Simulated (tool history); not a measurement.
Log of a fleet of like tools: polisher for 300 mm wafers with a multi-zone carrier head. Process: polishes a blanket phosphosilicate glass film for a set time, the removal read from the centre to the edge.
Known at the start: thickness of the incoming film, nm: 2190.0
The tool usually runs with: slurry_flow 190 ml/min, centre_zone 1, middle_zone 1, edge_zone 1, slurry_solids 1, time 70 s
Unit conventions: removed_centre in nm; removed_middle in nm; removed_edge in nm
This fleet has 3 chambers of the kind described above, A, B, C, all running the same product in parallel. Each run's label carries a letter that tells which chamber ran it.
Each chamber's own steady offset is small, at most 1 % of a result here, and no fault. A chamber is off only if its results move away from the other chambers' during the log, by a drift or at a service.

run 1A hour=4.5 | slurry_flow=190 centre_zone=1 middle_zone=1 edge_zone=1 slurry_solids=1 time=70 | removed_centre=808.9 removed_middle=803.29 removed_edge=798.57
run 2C hour=9.5 | slurry_flow=190 centre_zone=1 middle_zone=1 edge_zone=1 slurry_solids=1 time=70 | removed_centre=827.48 removed_middle=800.01 removed_edge=805.81
-- hour=9.7 chamber C: worn pad replaced by a new one
run 3B hour=12 | slurry_flow=190 centre_zone=1 middle_zone=1 edge_zone=1 slurry_solids=1 time=70 | removed_centre=804 removed_middle=809.42 removed_edge=800.75
run 4A hour=16.9 | slurry_flow=190 centre_zone=1 middle_zone=1 edge_zone=1 slurry_solids=1 time=70 | removed_centre=816.14 removed_middle=808.09 removed_edge=805.72
run 5B hour=21.8 | slurry_flow=190 centre_zone=1 middle_zone=1 edge_zone=1 slurry_solids=1 time=70 | removed_centre=787.99 removed_middle=778.68 removed_edge=793.99
run 6C hour=24.6 | slurry_flow=190 centre_zone=1 middle_zone=1 edge_zone=1 slurry_solids=1 time=70 | removed_centre=816.21 removed_middle=805.96 removed_edge=800.83
-- hour=26.3 chamber C: slurry nozzle cleaned
run 7B hour=29.8 | slurry_flow=190 centre_zone=1 middle_zone=1 edge_zone=1 slurry_solids=1 time=70 | removed_centre=762.1 removed_middle=780.66 removed_edge=781.85
-- hour=31.8 chamber A: worn pad replaced by a new one
run 8A hour=33.4 | slurry_flow=190 centre_zone=1 middle_zone=1.1 edge_zone=0.9 slurry_solids=1 time=70 | removed_centre=799.13 removed_middle=869.97 removed_edge=770.7
run 9C hour=38 | slurry_flow=190 centre_zone=1 middle_zone=1.1 edge_zone=0.9 slurry_solids=1 time=70 | removed_centre=825.17 removed_middle=867.35 removed_edge=761.53
run 10C hour=40.3 | slurry_flow=190 centre_zone=1 middle_zone=1.1 edge_zone=0.9 slurry_solids=1 time=70 | removed_centre=815.65 removed_middle=881.26 removed_edge=767.6
run 11B hour=44.4 | slurry_flow=190 centre_zone=1 middle_zone=1 edge_zone=1 slurry_solids=1 time=70 | removed_centre=765.91 removed_middle=767.62 removed_edge=789.85
run 12A hour=46.7 | slurry_flow=190 centre_zone=1 middle_zone=1 edge_zone=1 slurry_solids=1 time=70 | removed_centre=790.68 removed_middle=801.86 removed_edge=815.26
run 13A hour=49.3 | slurry_flow=190 centre_zone=1 middle_zone=1 edge_zone=1 slurry_solids=1 time=70 | removed_centre=797.7 removed_middle=799.24 removed_edge=809.45
run 14B hour=52.6 | slurry_flow=190 centre_zone=1 middle_zone=1.1 edge_zone=0.91 slurry_solids=1 time=70 | removed_centre=760.77 removed_middle=825.25 removed_edge=730.71
run 15C hour=55.4 | slurry_flow=190 centre_zone=1 middle_zone=1.1 edge_zone=0.91 slurry_solids=1 time=70 | removed_centre=828.68 removed_middle=884.74 removed_edge=773.31
run 16A hour=59.1 | slurry_flow=190 centre_zone=1 middle_zone=1.1 edge_zone=0.91 slurry_solids=1 time=70 | removed_centre=807.2 removed_middle=881.94 removed_edge=781.02
-- hour=60.4 chamber C: worn pad replaced by a new one
run 17B hour=63.9 | slurry_flow=190 centre_zone=1 middle_zone=1.11 edge_zone=1.09 slurry_solids=1 time=70 | removed_centre=744.48 removed_middle=818.16 removed_edge=800.74
run 18C hour=68.7 | slurry_flow=190 centre_zone=1 middle_zone=1.11 edge_zone=1.09 slurry_solids=1 time=70 | removed_centre=819.9 removed_middle=876.15 removed_edge=838.21
run 19C hour=71.5 | slurry_flow=190 centre_zone=1 middle_zone=1.11 edge_zone=1.09 slurry_solids=1 time=70 | removed_centre=828.99 removed_middle=881.4 removed_edge=853.69
run 20A hour=76 | slurry_flow=190 centre_zone=1 middle_zone=1 edge_zone=1 slurry_solids=1 time=70 | removed_centre=818.13 removed_middle=800.1 removed_edge=810.8
run 21B hour=79.7 | slurry_flow=190 centre_zone=1 middle_zone=1 edge_zone=1 slurry_solids=1 time=70 | removed_centre=730.12 removed_middle=744.07 removed_edge=752.78
run 22B hour=84.2 | slurry_flow=190 centre_zone=1 middle_zone=1 edge_zone=1 slurry_solids=1 time=70 | removed_centre=749.5 removed_middle=724.32 removed_edge=736.3
run 23A hour=86.7 | slurry_flow=190 centre_zone=0.91 middle_zone=1 edge_zone=1 slurry_solids=1 time=70 | removed_centre=730.87 removed_middle=804.65 removed_edge=805.95
run 24C hour=91.1 | slurry_flow=190 centre_zone=0.91 middle_zone=1 edge_zone=1 slurry_solids=1 time=70 | removed_centre=725.53 removed_middle=824.47 removed_edge=812.5

Read the log: is a single chamber off, either drifting away or since a service, is the gauge that measures every chamber drifting, or is nothing wrong beyond small per-chamber offsets? Name any odd chamber and what most likely caused it.

Chamber B drifts away from the others.
Cause: removal rate lost through wear of the pad, % = 9.61.
The log may not separate it from: slurry flow missing at the pad, %.

Here are 4 candidates for chamber B's next run, each the usual settings with a change, their results left as question marks. Which one brings its results back in line with what the others give on the usual settings?
Counts as in line when no further than this from what the other chambers average on the usual settings: removed_centre 31 nm; removed_middle 33 nm; removed_edge 22 nm
run 25B-1 hour=95 | slurry_flow=185 centre_zone=0.98 middle_zone=0.99 edge_zone=1.01 slurry_solids=0.95 time=65 | removed_centre=? removed_middle=? removed_edge=?
run 25B-2 hour=95 | slurry_flow=195 centre_zone=1.01 middle_zone=1 edge_zone=1 slurry_solids=1.05 time=76 | removed_centre=? removed_middle=? removed_edge=?
run 25B-3 hour=95 | slurry_flow=190 centre_zone=0.99 middle_zone=1 edge_zone=1 slurry_solids=1 time=67 | removed_centre=? removed_middle=? removed_edge=?
run 25B-4 hour=95 | slurry_flow=190 centre_zone=1.01 middle_zone=1 edge_zone=1 slurry_solids=1 time=73 | removed_centre=? removed_middle=? removed_edge=?

The mean the other chambers reach with the usual settings: removed_centre 815.06 nm; removed_middle 805.73 nm; removed_edge 808.94 nm
run=25B-1 removed_centre=638.59 removed_middle=649.85 removed_edge=665.53
run=25B-2 removed_centre=814.73 removed_middle=808.59 removed_edge=814.65
run=25B-3 removed_centre=684.6 removed_middle=694.85 removed_edge=700.71
run=25B-4 removed_centre=762.4 removed_middle=756.99 removed_edge=763.46
Change 25B-2 lands the chamber within the allowed miss of the other chambers.
